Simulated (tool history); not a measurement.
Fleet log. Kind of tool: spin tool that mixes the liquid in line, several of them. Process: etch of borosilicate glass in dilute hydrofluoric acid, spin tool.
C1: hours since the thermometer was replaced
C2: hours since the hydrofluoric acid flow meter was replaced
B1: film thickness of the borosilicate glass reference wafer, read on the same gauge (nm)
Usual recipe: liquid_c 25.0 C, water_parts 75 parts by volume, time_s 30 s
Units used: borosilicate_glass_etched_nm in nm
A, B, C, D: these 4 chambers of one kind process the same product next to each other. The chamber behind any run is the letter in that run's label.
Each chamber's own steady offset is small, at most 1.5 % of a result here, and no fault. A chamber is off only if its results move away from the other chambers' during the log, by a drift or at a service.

{"run": "1B", "hour": 8.8, "liquid_c": 25.0, "water_parts": 75, "time_s": 30, "C1": 60.7, "C2": 300.0, "B1": 69.998, "borosilicate_glass_etched_nm": 14.214}
{"run": "2C", "hour": 15.3, "liquid_c": 25.0, "water_parts": 75, "time_s": 30, "C1": 1157.6, "C2": 157.9, "B1": 69.975, "borosilicate_glass_etched_nm": 14.443}
{"run": "3A", "hour": 25.8, "liquid_c": 25.0, "water_parts": 75, "time_s": 30, "C1": 1567.9, "C2": 1635.2, "B1": 70.005, "borosilicate_glass_etched_nm": 14.291}
{"run": "4D", "hour": 35.3, "liquid_c": 25.0, "water_parts": 75, "time_s": 30, "C1": 2019.9, "C2": 110.6, "B1": 69.966, "borosilicate_glass_etched_nm": 14.458}
{"run": "5A", "hour": 46.5, "liquid_c": 25.0, "water_parts": 75, "time_s": 15, "C1": 1588.6, "C2": 1655.9, "B1": 70.002, "borosilicate_glass_etched_nm": 7.1627}
{"run": "6C", "hour": 58.6, "liquid_c": 25.0, "water_parts": 75, "time_s": 15, "C1": 1200.9, "C2": 201.2, "B1": 70.009, "borosilicate_glass_etched_nm": 7.2938}
{"run": "7D", "hour": 70.4, "liquid_c": 25.0, "water_parts": 75, "time_s": 15, "C1": 2055.0, "C2": 145.7, "B1": 69.976, "borosilicate_glass_etched_nm": 7.1479}
{"run": "8B", "hour": 83.6, "liquid_c": 25.0, "water_parts": 75, "time_s": 15, "C1": 135.5, "C2": 374.8, "B1": 70.002, "borosilicate_glass_etched_nm": 7.2966}
{"run": "9A", "hour": 90.6, "liquid_c": 25.0, "water_parts": 35, "time_s": 30, "C1": 1632.7, "C2": 1700.0, "B1": 70.02, "borosilicate_glass_etched_nm": 33.006}
{"run": "10C", "hour": 101.6, "liquid_c": 25.0, "water_parts": 35, "time_s": 30, "C1": 1243.9, "C2": 244.2, "B1": 70.004, "borosilicate_glass_etched_nm": 32.992}
{"run": "11B", "hour": 114.1, "liquid_c": 25.0, "water_parts": 35, "time_s": 30, "C1": 166.0, "C2": 405.3, "B1": 69.99, "borosilicate_glass_etched_nm": 32.698}
{"run": "12D", "hour": 121.9, "liquid_c": 25.0, "water_parts": 35, "time_s": 30, "C1": 2106.5, "C2": 197.2, "B1": 70.038, "borosilicate_glass_etched_nm": 33.493}
{"run": "13D", "hour": 131.8, "liquid_c": 25.0, "water_parts": 75, "time_s": 30, "C1": 2116.4, "C2": 207.1, "B1": 69.981, "borosilicate_glass_etched_nm": 14.793}
{"run": "14A", "hour": 145.0, "liquid_c": 25.0, "water_parts": 75, "time_s": 30, "C1": 1687.1, "C2": 1754.4, "B1": 69.97, "borosilicate_glass_etched_nm": 14.461}
{"run": "15B", "hour": 151.5, "liquid_c": 25.0, "water_parts": 75, "time_s": 30, "C1": 203.4, "C2": 442.7, "B1": 70.028, "borosilicate_glass_etched_nm": 14.34}
{"run": "16C", "hour": 162.6, "liquid_c": 25.0, "water_parts": 75, "time_s": 30, "C1": 1304.9, "C2": 305.2, "B1": 70.011, "borosilicate_glass_etched_nm": 14.588}
{"run": "17D", "hour": 175.6, "liquid_c": 25.0, "water_parts": 75, "time_s": 30, "C1": 2160.2, "C2": 250.9, "B1": 70.037, "borosilicate_glass_etched_nm": 14.364}
{"run": "18A", "hour": 188.5, "liquid_c": 25.0, "water_parts": 75, "time_s": 15, "C1": 1730.6, "C2": 1797.9, "B1": 70.02, "borosilicate_glass_etched_nm": 7.1874}
{"run": "19C", "hour": 198.9, "liquid_c": 25.0, "water_parts": 75, "time_s": 15, "C1": 1341.2, "C2": 341.5, "B1": 69.974, "borosilicate_glass_etched_nm": 7.328}
{"run": "20B", "hour": 205.1, "liquid_c": 25.0, "water_parts": 75, "time_s": 15, "C1": 257.0, "C2": 496.3, "B1": 70.007, "borosilicate_glass_etched_nm": 7.2794}
{"run": "21A", "hour": 213.4, "liquid_c": 25.0, "water_parts": 75, "time_s": 15, "C1": 1755.5, "C2": 1822.8, "B1": 70.008, "borosilicate_glass_etched_nm": 7.1381}
{"run": "22B", "hour": 222.1, "liquid_c": 25.0, "water_parts": 75, "time_s": 30, "C1": 274.0, "C2": 513.3, "B1": 69.987, "borosilicate_glass_etched_nm": 14.705}
{"run": "23C", "hour": 229.3, "liquid_c": 25.0, "water_parts": 90, "time_s": 30, "C1": 1371.6, "C2": 371.9, "B1": 69.995, "borosilicate_glass_etched_nm": 12.198}
{"run": "24D", "hour": 238.7, "liquid_c": 25.0, "water_parts": 90, "time_s": 30, "C1": 2223.3, "C2": 314.0, "B1": 70.017, "borosilicate_glass_etched_nm": 11.824}
{"run": "25B", "hour": 249.8, "liquid_c": 25.0, "water_parts": 90, "time_s": 30, "C1": 301.7, "C2": 541.0, "B1": 70.033, "borosilicate_glass_etched_nm": 11.705}
{"run": "26D", "hour": 260.4, "liquid_c": 25.0, "water_parts": 90, "time_s": 30, "C1": 2245.0, "C2": 335.7, "B1": 69.992, "borosilicate_glass_etched_nm": 11.863}
{"run": "27C", "hour": 272.8, "liquid_c": 25.0, "water_parts": 75, "time_s": 20, "C1": 1415.1, "C2": 415.4, "B1": 70.007, "borosilicate_glass_etched_nm": 9.687}
{"run": "28A", "hour": 286.1, "liquid_c": 25.0, "water_parts": 75, "time_s": 20, "C1": 1828.2, "C2": 1895.5, "B1": 70.033, "borosilicate_glass_etched_nm": 9.625}
{"hour": 292.7, "done": "chamber A: thermometer replaced"}
{"hour": 293.4, "done": "chamber A: hydrofluoric acid flow meter replaced"}
{"run": "29B", "hour": 297.1, "liquid_c": 25.0, "water_parts": 75, "time_s": 20, "C1": 349.0, "C2": 588.3, "B1": 70.021, "borosilicate_glass_etched_nm": 9.6004}
{"run": "30C", "hour": 302.9, "liquid_c": 25.0, "water_parts": 75, "time_s": 20, "C1": 1445.2, "C2": 445.5, "B1": 69.977, "borosilicate_glass_etched_nm": 9.5912}
{"run": "31D", "hour": 310.5, "liquid_c": 23.5, "water_parts": 95, "time_s": 30, "C1": 2295.1, "C2": 385.8, "B1": 70.012, "borosilicate_glass_etched_nm": 10.443}
{"run": "32A", "hour": 321.6, "liquid_c": 23.5, "water_parts": 95, "time_s": 30, "C1": 29.0, "C2": 28.3, "B1": 69.999, "borosilicate_glass_etched_nm": 10.57}
{"run": "33B", "hour": 332.3, "liquid_c": 23.5, "water_parts": 95, "time_s": 30, "C1": 384.2, "C2": 623.5, "B1": 69.974, "borosilicate_glass_etched_nm": 10.554}
{"run": "34C", "hour": 339.8, "liquid_c": 23.5, "water_parts": 95, "time_s": 30, "C1": 1482.1, "C2": 482.4, "B1": 69.999, "borosilicate_glass_etched_nm": 10.493}
{"run": "35A", "hour": 347.7, "liquid_c": 25.0, "water_parts": 40, "time_s": 45, "C1": 55.1, "C2": 54.4, "B1": 69.979, "borosilicate_glass_etched_nm": 42.495}
{"run": "36D", "hour": 355.0, "liquid_c": 25.0, "water_parts": 40, "time_s": 45, "C1": 2339.6, "C2": 430.3, "B1": 70.032, "borosilicate_glass_etched_nm": 43.684}
{"run": "37A", "hour": 361.5, "liquid_c": 25.0, "water_parts": 40, "time_s": 45, "C1": 68.9, "C2": 68.2, "B1": 70.025, "borosilicate_glass_etched_nm": 43.184}
{"run": "38C", "hour": 368.5, "liquid_c": 25.0, "water_parts": 40, "time_s": 45, "C1": 1510.8, "C2": 511.1, "B1": 69.978, "borosilicate_glass_etched_nm": 43.113}
{"run": "39B", "hour": 374.8, "liquid_c": 25.0, "water_parts": 75, "time_s": 30, "C1": 426.7, "C2": 666.0, "B1": 70.009, "borosilicate_glass_etched_nm": 14.32}
{"run": "40D", "hour": 382.1, "liquid_c": 25.0, "water_parts": 75, "time_s": 30, "C1": 2366.7, "C2": 457.4, "B1": 70.01, "borosilicate_glass_etched_nm": 14.581}
{"run": "41C", "hour": 388.9, "liquid_c": 23.0, "water_parts": 75, "time_s": 40, "C1": 1531.2, "C2": 531.5, "B1": 69.998, "borosilicate_glass_etched_nm": 18.036}
{"run": "42B", "hour": 400.0, "liquid_c": 23.0, "water_parts": 75, "time_s": 40, "C1": 451.9, "C2": 691.2, "B1": 69.956, "borosilicate_glass_etched_nm": 17.532}

Which is it: a chamber that has drifted or been left off by a service, a gauge drift common to all chambers, or only each chamber's usual small offset? If a chamber is off, name it and its likeliest cause.

Neither any chamber nor the gauge drifts; the chambers differ only by their own small, steady offsets.
